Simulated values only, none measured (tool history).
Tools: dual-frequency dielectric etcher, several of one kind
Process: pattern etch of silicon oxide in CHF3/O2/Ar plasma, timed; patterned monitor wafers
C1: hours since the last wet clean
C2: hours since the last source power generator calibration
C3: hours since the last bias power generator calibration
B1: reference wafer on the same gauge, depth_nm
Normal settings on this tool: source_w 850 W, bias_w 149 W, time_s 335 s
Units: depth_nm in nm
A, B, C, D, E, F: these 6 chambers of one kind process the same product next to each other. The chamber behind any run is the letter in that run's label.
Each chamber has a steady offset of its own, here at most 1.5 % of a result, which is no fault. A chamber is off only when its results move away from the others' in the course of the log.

{"hour": 5.1, "done": "chamber C: wet clean of the chamber"}
{"run": "1D", "hour": 9.4, "source_w": 850, "bias_w": 149, "time_s": 335, "C1": 70.5, "C2": 3464.3, "C3": 570.7, "B1": 750.08, "depth_nm": 717.69}
{"run": "2A", "hour": 25.1, "source_w": 850, "bias_w": 149, "time_s": 335, "C1": 190.1, "C2": 2571, "C3": 1291.4, "B1": 749.08, "depth_nm": 718.23}
{"hour": 32.7, "done": "chamber C: bias power generator calibrated"}
{"run": "3C", "hour": 34.5, "source_w": 850, "bias_w": 149, "time_s": 335, "C1": 29.4, "C2": 2391.1, "C3": 1.9, "B1": 749.56, "depth_nm": 709.02}
{"run": "4F", "hour": 43.6, "source_w": 850, "bias_w": 149, "time_s": 335, "C1": 306.1, "C2": 3202.3, "C3": 2393.8, "B1": 748.89, "depth_nm": 711.8}
{"run": "5B", "hour": 54.9, "source_w": 850, "bias_w": 149, "time_s": 375, "C1": 132.4, "C2": 3063.7, "C3": 454, "B1": 749.17, "depth_nm": 791.65}
{"run": "6E", "hour": 69.6, "source_w": 850, "bias_w": 149, "time_s": 375, "C1": 252.5, "C2": 279.5, "C3": 3887.6, "B1": 748.38, "depth_nm": 793.7}
{"run": "7C", "hour": 83.6, "source_w": 850, "bias_w": 149, "time_s": 375, "C1": 78.5, "C2": 2440.2, "C3": 51, "B1": 748.51, "depth_nm": 796.93}
{"run": "8B", "hour": 92.8, "source_w": 850, "bias_w": 149, "time_s": 375, "C1": 170.3, "C2": 3101.6, "C3": 491.9, "B1": 749.13, "depth_nm": 790}
{"run": "9E", "hour": 107.5, "source_w": 850, "bias_w": 149, "time_s": 375, "C1": 290.4, "C2": 317.4, "C3": 3925.5, "B1": 748.74, "depth_nm": 795.53}
{"run": "10F", "hour": 119.4, "source_w": 850, "bias_w": 149, "time_s": 375, "C1": 381.9, "C2": 3278.1, "C3": 2469.6, "B1": 749.17, "depth_nm": 801.55}
{"run": "11A", "hour": 127.1, "source_w": 850, "bias_w": 149, "time_s": 335, "C1": 292.1, "C2": 2673, "C3": 1393.4, "B1": 749.58, "depth_nm": 721.39}
{"run": "12D", "hour": 137.5, "source_w": 850, "bias_w": 122, "time_s": 394.5, "C1": 198.6, "C2": 3592.4, "C3": 698.8, "B1": 749.2, "depth_nm": 794.47}
{"run": "13A", "hour": 152.0, "source_w": 850, "bias_w": 122, "time_s": 394.5, "C1": 317, "C2": 2697.9, "C3": 1418.3, "B1": 748.74, "depth_nm": 798.6}
{"run": "14D", "hour": 166.3, "source_w": 850, "bias_w": 122, "time_s": 394.5, "C1": 227.4, "C2": 3621.2, "C3": 727.6, "B1": 749.18, "depth_nm": 787.33}
{"run": "15F", "hour": 177.8, "source_w": 850, "bias_w": 122, "time_s": 394.5, "C1": 440.3, "C2": 3336.5, "C3": 2528, "B1": 748.95, "depth_nm": 788.26}
{"run": "16B", "hour": 187.8, "source_w": 850, "bias_w": 122, "time_s": 394.5, "C1": 265.3, "C2": 3196.6, "C3": 586.9, "B1": 748.87, "depth_nm": 776.81}
{"run": "17E", "hour": 196.9, "source_w": 850, "bias_w": 122, "time_s": 394.5, "C1": 379.8, "C2": 406.8, "C3": 4014.9, "B1": 750.09, "depth_nm": 783.87}
{"run": "18C", "hour": 204.7, "source_w": 850, "bias_w": 149, "time_s": 335, "C1": 199.6, "C2": 2561.3, "C3": 172.1, "B1": 749.05, "depth_nm": 703.35}
{"hour": 209.8, "done": "chamber E: wet clean of the chamber"}
{"run": "19C", "hour": 218.3, "source_w": 850, "bias_w": 149, "time_s": 335, "C1": 213.2, "C2": 2574.9, "C3": 185.7, "B1": 749.4, "depth_nm": 709.16}
{"run": "20A", "hour": 233.6, "source_w": 850, "bias_w": 149, "time_s": 335, "C1": 398.6, "C2": 2779.5, "C3": 1499.9, "B1": 749.12, "depth_nm": 723.9}
{"run": "21D", "hour": 243.4, "source_w": 850, "bias_w": 149, "time_s": 335, "C1": 304.5, "C2": 3698.3, "C3": 804.7, "B1": 749.3, "depth_nm": 711.91}
{"run": "22E", "hour": 254.5, "source_w": 850, "bias_w": 149, "time_s": 335, "C1": 44.7, "C2": 464.4, "C3": 4072.5, "B1": 748.96, "depth_nm": 709.38}
{"hour": 266.4, "done": "chamber B: wet clean of the chamber"}
{"run": "23F", "hour": 269.6, "source_w": 850, "bias_w": 149, "time_s": 335, "C1": 532.1, "C2": 3428.3, "C3": 2619.8, "B1": 749.39, "depth_nm": 717.8}
{"hour": 275.5, "done": "chamber A: wet clean of the chamber"}
{"run": "24B", "hour": 282.8, "source_w": 850, "bias_w": 149, "time_s": 335, "C1": 16.5, "C2": 3291.6, "C3": 681.9, "B1": 749.03, "depth_nm": 708.87}
{"run": "25B", "hour": 297.7, "source_w": 850, "bias_w": 149, "time_s": 335, "C1": 31.4, "C2": 3306.5, "C3": 696.8, "B1": 748.16, "depth_nm": 704.25}
{"hour": 300.6, "done": "chamber F: wet clean of the chamber"}
{"hour": 304.5, "done": "chamber D: wet clean of the chamber"}
{"run": "26A", "hour": 312.8, "source_w": 850, "bias_w": 149, "time_s": 335, "C1": 37.3, "C2": 2858.7, "C3": 1579.1, "B1": 749.4, "depth_nm": 719.26}
{"hour": 317.8, "done": "chamber C: source power generator calibrated"}
{"run": "27C", "hour": 322.4, "source_w": 850, "bias_w": 149, "time_s": 335, "C1": 317.3, "C2": 4.7, "C3": 289.8, "B1": 748.52, "depth_nm": 708.78}
{"run": "28F", "hour": 330.2, "source_w": 850, "bias_w": 149, "time_s": 335, "C1": 29.6, "C2": 3488.9, "C3": 2680.4, "B1": 749.53, "depth_nm": 715.38}
{"run": "29D", "hour": 340.5, "source_w": 850, "bias_w": 149, "time_s": 335, "C1": 36, "C2": 3795.4, "C3": 901.8, "B1": 748.36, "depth_nm": 720.89}
{"run": "30E", "hour": 348.7, "source_w": 850, "bias_w": 149, "time_s": 335, "C1": 138.9, "C2": 558.6, "C3": 4166.7, "B1": 749.12, "depth_nm": 713.86}
{"hour": 359.6, "done": "chamber E: bias power generator calibrated"}
{"run": "31F", "hour": 360.4, "source_w": 850, "bias_w": 149, "time_s": 335, "C1": 59.8, "C2": 3519.1, "C3": 2710.6, "B1": 748.84, "depth_nm": 716.56}
{"run": "32A", "hour": 367.5, "source_w": 850, "bias_w": 149, "time_s": 335, "C1": 92, "C2": 2913.4, "C3": 1633.8, "B1": 749.15, "depth_nm": 719.37}
{"run": "33E", "hour": 376.4, "source_w": 850, "bias_w": 149, "time_s": 335, "C1": 166.6, "C2": 586.3, "C3": 16.9, "B1": 749.28, "depth_nm": 710.5}
{"run": "34C", "hour": 385.1, "source_w": 850, "bias_w": 149, "time_s": 335, "C1": 380, "C2": 67.4, "C3": 352.5, "B1": 749.67, "depth_nm": 710.04}
{"run": "35D", "hour": 395.3, "source_w": 850, "bias_w": 149, "time_s": 335, "C1": 90.8, "C2": 3850.2, "C3": 956.6, "B1": 749.08, "depth_nm": 712.88}
{"run": "36B", "hour": 406.4, "source_w": 850, "bias_w": 149, "time_s": 335, "C1": 140.1, "C2": 3415.2, "C3": 805.5, "B1": 749.72, "depth_nm": 712.28}
{"run": "37F", "hour": 419.6, "source_w": 850, "bias_w": 149, "time_s": 335, "C1": 119, "C2": 3578.3, "C3": 2769.8, "B1": 749.87, "depth_nm": 713.52}
{"run": "38A", "hour": 432.9, "source_w": 850, "bias_w": 149, "time_s": 335, "C1": 157.4, "C2": 2978.8, "C3": 1699.2, "B1": 748.85, "depth_nm": 719.57}
{"run": "39D", "hour": 440.5, "source_w": 850, "bias_w": 149, "time_s": 335, "C1": 136, "C2": 3895.4, "C3": 1001.8, "B1": 748.66, "depth_nm": 715.27}
{"run": "40E", "hour": 451.4, "source_w": 850, "bias_w": 149, "time_s": 335, "C1": 241.6, "C2": 661.3, "C3": 91.9, "B1": 748.72, "depth_nm": 713.05}
{"run": "41B", "hour": 458.9, "source_w": 1040, "bias_w": 149, "time_s": 399, "C1": 192.6, "C2": 3467.7, "C3": 858, "B1": 748.88, "depth_nm": 908.07}
{"run": "42C", "hour": 471.2, "source_w": 1040, "bias_w": 149, "time_s": 399, "C1": 466.1, "C2": 153.5, "C3": 438.6, "B1": 749.28, "depth_nm": 913.49}
{"run": "43D", "hour": 481.7, "source_w": 1040, "bias_w": 149, "time_s": 399, "C1": 177.2, "C2": 3936.6, "C3": 1043, "B1": 750.26, "depth_nm": 913.1}
{"run": "44B", "hour": 489.9, "source_w": 1040, "bias_w": 149, "time_s": 399, "C1": 223.6, "C2": 3498.7, "C3": 889, "B1": 748.49, "depth_nm": 913.68}

Which is it: a chamber that has drifted or been left off by a service, a gauge drift common to all chambers, or only each chamber's usual small offset? If a chamber is off, name it and its likeliest cause.

No chamber is off and the gauge is stable; the differences are just each chamber's small, constant offset.
